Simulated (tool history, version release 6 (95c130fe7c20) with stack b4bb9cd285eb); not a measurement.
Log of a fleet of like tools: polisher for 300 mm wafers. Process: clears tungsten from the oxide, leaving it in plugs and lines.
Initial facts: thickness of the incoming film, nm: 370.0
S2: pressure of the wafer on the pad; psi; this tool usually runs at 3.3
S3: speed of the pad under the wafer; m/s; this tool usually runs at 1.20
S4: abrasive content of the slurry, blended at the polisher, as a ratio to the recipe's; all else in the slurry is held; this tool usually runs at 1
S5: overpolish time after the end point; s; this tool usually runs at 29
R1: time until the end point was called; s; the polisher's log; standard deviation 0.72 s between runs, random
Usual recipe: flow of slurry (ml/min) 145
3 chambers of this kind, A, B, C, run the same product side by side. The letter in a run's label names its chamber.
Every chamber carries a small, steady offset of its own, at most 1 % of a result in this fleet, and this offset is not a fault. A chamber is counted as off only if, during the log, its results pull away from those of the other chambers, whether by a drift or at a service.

run 1A day=0.396 | flow_of_slurry_(ml/min)=145 S2=3.3 S3=1.20 S4=1 S5=29 | R1=64.094
-- day=0.750 chamber A: worn pad replaced by a new one
run 2B day=0.846 | flow_of_slurry_(ml/min)=145 S2=3.3 S3=1.20 S4=1 S5=29 | R1=65.655
run 3C day=1.292 | flow_of_slurry_(ml/min)=145 S2=3.3 S3=1.20 S4=1 S5=29 | R1=64.458
-- day=1.462 chamber C: worn pad replaced by a new one
-- day=1.492 chamber B: worn pad replaced by a new one
run 4C day=1.625 | flow_of_slurry_(ml/min)=145 S2=3.3 S3=1.20 S4=1 S5=29 | R1=64.887
-- day=1.729 chamber C: slurry tank refilled with fresh slurry and peroxide
-- day=1.979 chamber A: slurry tank refilled with fresh slurry and peroxide
run 5B day=2.025 | flow_of_slurry_(ml/min)=145 S2=3.3 S3=1.20 S4=1 S5=29 | R1=64.219
-- day=2.288 chamber C: slurry blender recalibrated
run 6A day=2.388 | flow_of_slurry_(ml/min)=145 S2=3.3 S3=1.20 S4=1 S5=29 | R1=64.124
-- day=2.775 chamber B: slurry tank refilled with fresh slurry and peroxide
run 7A day=2.912 | flow_of_slurry_(ml/min)=145 S2=3.3 S3=1.20 S4=1 S5=29 | R1=63.771
run 8C day=3.179 | flow_of_slurry_(ml/min)=145 S2=3.3 S3=1.20 S4=1 S5=29 | R1=63.644
run 9B day=3.600 | flow_of_slurry_(ml/min)=145 S2=3.3 S3=1.20 S4=1 S5=29 | R1=64.132
run 10B day=3.950 | flow_of_slurry_(ml/min)=145 S2=3.3 S3=1.20 S4=1 S5=29 | R1=64.991
run 11C day=4.288 | flow_of_slurry_(ml/min)=145 S2=3.3 S3=1.20 S4=1 S5=29 | R1=65.069
run 12A day=4.775 | flow_of_slurry_(ml/min)=145 S2=3.3 S3=1.20 S4=1 S5=29 | R1=64.085
-- day=4.904 chamber A: slurry blender recalibrated
run 13C day=5.146 | flow_of_slurry_(ml/min)=145 S2=3.3 S3=1.20 S4=1 S5=29 | R1=65.642
run 14B day=5.404 | flow_of_slurry_(ml/min)=145 S2=3.3 S3=1.20 S4=1 S5=29 | R1=64.097
-- day=5.592 chamber A: slurry tank refilled with fresh slurry and peroxide
run 15A day=5.662 | flow_of_slurry_(ml/min)=145 S2=3.3 S3=1.20 S4=1 S5=29 | R1=64.670
-- day=5.683 chamber A: worn pad replaced by a new one
run 16C day=5.912 | flow_of_slurry_(ml/min)=145 S2=3.3 S3=1.20 S4=1 S5=29 | R1=64.019
-- day=6.075 chamber C: worn pad replaced by a new one
-- day=6.088 chamber C: slurry blender recalibrated
run 17A day=6.375 | flow_of_slurry_(ml/min)=145 S2=3.3 S3=1.20 S4=1 S5=29 | R1=64.063
-- day=6.396 chamber C: slurry tank refilled with fresh slurry and peroxide
-- day=6.721 chamber B: worn pad replaced by a new one
-- day=6.833 chamber A: head pressure recalibrated
run 18B day=6.854 | flow_of_slurry_(ml/min)=145 S2=3.3 S3=1.20 S4=1 S5=29 | R1=65.138
-- day=7.154 chamber B: slurry nozzle cleaned
run 19C day=7.179 | flow_of_slurry_(ml/min)=145 S2=3.3 S3=1.20 S4=1 S5=29 | R1=65.300
run 20B day=7.450 | flow_of_slurry_(ml/min)=145 S2=3.3 S3=1.20 S4=1 S5=29 | R1=64.284
run 21A day=7.908 | flow_of_slurry_(ml/min)=145 S2=3.3 S3=1.20 S4=1 S5=29 | R1=63.870
run 22B day=8.338 | flow_of_slurry_(ml/min)=145 S2=3.3 S3=1.20 S4=1 S5=29 | R1=64.295
-- day=8.600 chamber A: slurry tank refilled with fresh slurry and peroxide
run 23A day=8.792 | flow_of_slurry_(ml/min)=145 S2=3.3 S3=1.20 S4=1 S5=29 | R1=65.777
-- day=8.938 chamber B: slurry tank refilled with fresh slurry and peroxide
run 24C day=9.071 | flow_of_slurry_(ml/min)=145 S2=3.3 S3=1.20 S4=1 S5=29 | R1=65.501
run 25A day=9.371 | flow_of_slurry_(ml/min)=145 S2=3.3 S3=1.36 S4=1 S5=29 | R1=55.730
run 26B day=9.667 | flow_of_slurry_(ml/min)=145 S2=3.3 S3=1.36 S4=1 S5=29 | R1=56.710

Is one chamber out of step, is the gauge drifting, or do the chambers differ by no more than their own small offsets? For an off chamber, give its letter and the likeliest cause.

Neither any chamber nor the gauge drifts; the chambers differ only by their own small, steady offsets.
